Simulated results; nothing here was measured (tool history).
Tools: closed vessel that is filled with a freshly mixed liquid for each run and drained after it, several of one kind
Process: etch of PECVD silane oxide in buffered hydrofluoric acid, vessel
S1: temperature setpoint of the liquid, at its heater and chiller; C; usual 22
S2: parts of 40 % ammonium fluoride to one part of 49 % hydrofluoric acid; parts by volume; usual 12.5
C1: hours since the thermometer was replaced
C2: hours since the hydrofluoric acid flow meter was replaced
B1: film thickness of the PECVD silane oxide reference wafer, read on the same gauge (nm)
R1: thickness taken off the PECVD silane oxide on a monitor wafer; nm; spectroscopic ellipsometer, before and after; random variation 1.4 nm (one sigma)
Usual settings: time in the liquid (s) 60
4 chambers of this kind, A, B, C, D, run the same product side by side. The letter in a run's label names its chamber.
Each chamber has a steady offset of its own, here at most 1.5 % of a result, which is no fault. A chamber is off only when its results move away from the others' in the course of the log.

run 1A hour=11.3 | S1=22 S2=12.5 time_in_the_liquid_(s)=60 | C1=1861.2 C2=606.6 | B1=120.02 | R1=138.520
run 2B hour=22.6 | S1=22 S2=12.5 time_in_the_liquid_(s)=60 | C1=1013.5 C2=215.8 | B1=120.03 | R1=136.470
run 3D hour=32.8 | S1=22 S2=12.5 time_in_the_liquid_(s)=60 | C1=132.2 C2=125.4 | B1=120.00 | R1=141.250
run 4C hour=39.0 | S1=22 S2=12.5 time_in_the_liquid_(s)=60 | C1=1330.4 C2=47.7 | B1=119.99 | R1=137.700
run 5C hour=45.3 | S1=22 S2=12.5 time_in_the_liquid_(s)=60 | C1=1336.7 C2=54.0 | B1=119.99 | R1=136.910
run 6A hour=54.1 | S1=22 S2=12.5 time_in_the_liquid_(s)=60 | C1=1904.0 C2=649.4 | B1=119.98 | R1=138.950
run 7B hour=59.2 | S1=22 S2=12.5 time_in_the_liquid_(s)=60 | C1=1050.1 C2=252.4 | B1=120.02 | R1=138.980
run 8D hour=70.8 | S1=18 S2=15.5 time_in_the_liquid_(s)=60 | C1=170.2 C2=163.4 | B1=119.99 | R1=91.251
run 9C hour=80.7 | S1=18 S2=15.5 time_in_the_liquid_(s)=60 | C1=1372.1 C2=89.4 | B1=119.97 | R1=89.340
run 10D hour=86.1 | S1=18 S2=15.5 time_in_the_liquid_(s)=60 | C1=185.5 C2=178.7 | B1=120.00 | R1=92.892
run 11B hour=91.8 | S1=18 S2=15.5 time_in_the_liquid_(s)=60 | C1=1082.7 C2=285.0 | B1=119.98 | R1=89.310
run 12A hour=97.7 | S1=22 S2=12.5 time_in_the_liquid_(s)=60 | C1=1947.6 C2=693.0 | B1=119.97 | R1=136.390
run 13C hour=108.9 | S1=22 S2=12.5 time_in_the_liquid_(s)=60 | C1=1400.3 C2=117.6 | B1=119.96 | R1=136.490
run 14B hour=113.9 | S1=22 S2=12.5 time_in_the_liquid_(s)=60 | C1=1104.8 C2=307.1 | B1=119.99 | R1=138.670
run 15A hour=125.2 | S1=22 S2=12.5 time_in_the_liquid_(s)=60 | C1=1975.1 C2=720.5 | B1=120.02 | R1=135.910
run 16D hour=131.4 | S1=22 S2=12.5 time_in_the_liquid_(s)=60 | C1=230.8 C2=224.0 | B1=119.99 | R1=139.220
run 17C hour=137.4 | S1=22 S2=12.5 time_in_the_liquid_(s)=60 | C1=1428.8 C2=146.1 | B1=120.01 | R1=137.540
run 18D hour=147.3 | S1=26 S2=12.5 time_in_the_liquid_(s)=60 | C1=246.7 C2=239.9 | B1=119.98 | R1=173.660
run 19B hour=154.5 | S1=26 S2=12.5 time_in_the_liquid_(s)=60 | C1=1145.4 C2=347.7 | B1=119.98 | R1=171.700
run 20A hour=165.2 | S1=26 S2=12.5 time_in_the_liquid_(s)=60 | C1=2015.1 C2=760.5 | B1=120.01 | R1=167.930
run 21B hour=170.5 | S1=26 S2=12.5 time_in_the_liquid_(s)=60 | C1=1161.4 C2=363.7 | B1=120.03 | R1=173.410
run 22C hour=181.4 | S1=22 S2=12.5 time_in_the_liquid_(s)=60 | C1=1472.8 C2=190.1 | B1=119.98 | R1=137.660
run 23A hour=188.9 | S1=22 S2=12.5 time_in_the_liquid_(s)=60 | C1=2038.8 C2=784.2 | B1=120.03 | R1=135.570
run 24D hour=197.4 | S1=22 S2=17.0 time_in_the_liquid_(s)=95 | C1=296.8 C2=290.0 | B1=119.99 | R1=164.000
run 25D hour=206.9 | S1=22 S2=17.0 time_in_the_liquid_(s)=95 | C1=306.3 C2=299.5 | B1=120.00 | R1=162.690
run 26B hour=216.8 | S1=22 S2=17.0 time_in_the_liquid_(s)=95 | C1=1207.7 C2=410.0 | B1=120.00 | R1=161.220
run 27C hour=224.4 | S1=22 S2=17.0 time_in_the_liquid_(s)=95 | C1=1515.8 C2=233.1 | B1=119.96 | R1=159.000
run 28A hour=232.5 | S1=22 S2=12.5 time_in_the_liquid_(s)=60 | C1=2082.4 C2=827.8 | B1=119.96 | R1=130.590
run 29A hour=239.4 | S1=22 S2=12.5 time_in_the_liquid_(s)=60 | C1=2089.3 C2=834.7 | B1=119.98 | R1=133.860
run 30B hour=246.6 | S1=18 S2=12.5 time_in_the_liquid_(s)=60 | C1=1237.5 C2=439.8 | B1=119.99 | R1=108.530
run 31D hour=257.1 | S1=18 S2=12.5 time_in_the_liquid_(s)=60 | C1=356.5 C2=349.7 | B1=120.02 | R1=111.200
run 32C hour=267.8 | S1=18 S2=12.5 time_in_the_liquid_(s)=60 | C1=1559.2 C2=276.5 | B1=119.96 | R1=110.150
run 33B hour=277.2 | S1=18 S2=12.5 time_in_the_liquid_(s)=60 | C1=1268.1 C2=470.4 | B1=119.99 | R1=108.480
run 34A hour=286.3 | S1=22 S2=12.5 time_in_the_liquid_(s)=60 | C1=2136.2 C2=881.6 | B1=120.00 | R1=126.600
run 35C hour=294.2 | S1=22 S2=12.5 time_in_the_liquid_(s)=60 | C1=1585.6 C2=302.9 | B1=120.00 | R1=137.540
run 36D hour=302.2 | S1=22 S2=12.5 time_in_the_liquid_(s)=80 | C1=401.6 C2=394.8 | B1=120.02 | R1=187.870

What goes on in this fleet: one chamber off, a drifting gauge, or nothing beyond the chambers' own small offsets? Name the chamber and the cause, if any.

Chamber A drifts away from the others.
Cause: hydrofluoric acid flow below the setpoint (%) = 8.83.
The log may not tell that from: liquid colder than its thermometer reads (K).

Here are 4 candidates for chamber A's next run, each the usual settings with a change, their results left as question marks. Which one brings its results back in line with what the others give on the usual settings?
In line means no further than this from the other chambers' mean on the usual settings: R1 4.800 nm
run 37A-1 hour=310.6 | S1=21.5 S2=13.0 time_in_the_liquid_(s)=55 | R1=?
run 37A-2 hour=310.6 | S1=22.0 S2=12.5 time_in_the_liquid_(s)=65 | R1=?
run 37A-3 hour=310.6 | S1=20.5 S2=12.5 time_in_the_liquid_(s)=60 | R1=?
run 37A-4 hour=310.6 | S1=22.5 S2=12.0 time_in_the_liquid_(s)=65 | R1=?

The other chambers' mean on the usual settings: R1 138.410 nm
run=37A-1 R1=108.620
run=37A-2 R1=137.010
run=37A-3 R1=116.540
run=37A-4 R1=146.500
37A-2 brings the chamber back in line.

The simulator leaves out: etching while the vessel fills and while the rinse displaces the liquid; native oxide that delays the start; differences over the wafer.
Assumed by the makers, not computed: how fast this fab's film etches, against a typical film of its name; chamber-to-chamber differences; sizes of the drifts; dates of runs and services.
